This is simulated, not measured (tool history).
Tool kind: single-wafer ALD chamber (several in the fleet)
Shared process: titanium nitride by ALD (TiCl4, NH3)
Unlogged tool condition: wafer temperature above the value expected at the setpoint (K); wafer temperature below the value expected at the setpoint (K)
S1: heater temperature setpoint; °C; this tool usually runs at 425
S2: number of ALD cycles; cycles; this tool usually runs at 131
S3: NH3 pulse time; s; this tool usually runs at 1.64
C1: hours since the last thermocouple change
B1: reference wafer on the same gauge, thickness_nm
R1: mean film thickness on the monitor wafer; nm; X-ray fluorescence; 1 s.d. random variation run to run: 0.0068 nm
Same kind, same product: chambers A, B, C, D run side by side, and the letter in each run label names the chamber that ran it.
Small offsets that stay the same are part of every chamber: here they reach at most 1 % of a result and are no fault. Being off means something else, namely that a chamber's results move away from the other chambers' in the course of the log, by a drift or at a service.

run    day   S1   S2    S3      C1      B1      R1
 1B  0.208  425  131  1.64  1939.4  2.9918  2.9061
 2D  0.454  425  131  1.64  1787.3  2.9891  2.9095
     0.633  -- chamber A: thermocouple changed; heater temperature recalibrated
 3C  0.704  425  131  1.64   293.8  2.9891  2.9013
 4A  0.904  425  131  1.64     6.6  2.9901  2.8740
 5B  1.138  425  131  1.64  1961.7  2.9889  2.8969
 6C  1.346  425  131  1.64   309.2  2.9903  2.8963
 7D  1.483  425  131  1.64  1812.0  2.9878  2.9114
 8A  1.683  425  131  1.64    25.3  2.9885  2.8752
 9D  1.879  425  131  1.64  1821.5  2.9894  2.9023
10C  2.112  425  131  1.64   327.6  2.9908  2.9020
11B  2.308  425  131  1.64  1989.8  2.9902  2.9138
12A  2.433  434  131  2.10    43.3  2.9903  2.8760
13C  2.579  434  131  2.10   338.8  2.9905  2.9229
14A  2.746  434  131  2.10    50.8  2.9901  2.8911
15D  2.954  434  131  2.10  1847.3  2.9915  2.9312
16B  3.200  430  147  1.64  2011.2  2.9901  3.2498
17A  3.442  430  147  1.64    67.5  2.9884  3.2217
18B  3.633  430  147  1.64  2021.6  2.9897  3.2518
19C  3.888  430  147  1.64   370.2  2.9889  3.2536
20D  4.008  435  131  1.64  1872.6  2.9900  2.9235
21C  4.208  435  131  1.64   377.9  2.9891  2.9143
22D  4.321  435  131  1.64  1880.1  2.9895  2.9094
23A  4.458  435  131  1.64    91.9  2.9898  2.8795
24B  4.700  425  131  1.64  2047.2  2.9906  2.8998
25C  4.950  425  131  1.64   395.7  2.9894  2.9022
26B  5.092  425  131  1.64  2056.6  2.9910  2.9041
27A  5.242  425  131  1.64   110.7  2.9918  2.8736
28D  5.479  425  131  1.64  1907.9  2.9904  2.9182
29B  5.612  425  131  1.64  2069.1  2.9903  2.9174
30D  5.829  412  131  1.64  1916.3  2.9883  2.9003
31A  6.008  412  131  1.64   129.1  2.9915  2.8534
32C  6.121  412  131  1.64   423.8  2.9886  2.8779
33A  6.350  412  131  1.64   137.3  2.9905  2.8394
34D  6.492  425  131  1.64  1932.2  2.9900  2.9038
35C  6.604  425  131  1.64   435.4  2.9908  2.8968
36B  6.738  425  131  1.64  2096.1  2.9896  2.8953
37A  6.854  425  131  1.64   149.4  2.9898  2.8685
38B  7.021  425  131  1.64  2102.9  2.9900  2.9050
39D  7.221  425  131  1.64  1949.7  2.9890  2.9136
40C  7.367  425  131  1.64   453.7  2.9892  2.9088
41B  7.529  425  131  1.64  2115.1  2.9911  2.9071
42C  7.754  425  131  1.64   463.0  2.9904  2.8938
43D  7.967  425  131  1.64  1967.6  2.9890  2.9076
44A  8.175  425  143  1.00   181.1  2.9900  3.0765

Has any chamber moved away from the others, gradually or after a service, or does the common gauge drift, or do the chambers differ only by their own small steady offsets? State the chamber and the most likely cause if one applies.

All chambers stay in line apart from their small fixed offsets, and the gauge does not drift.
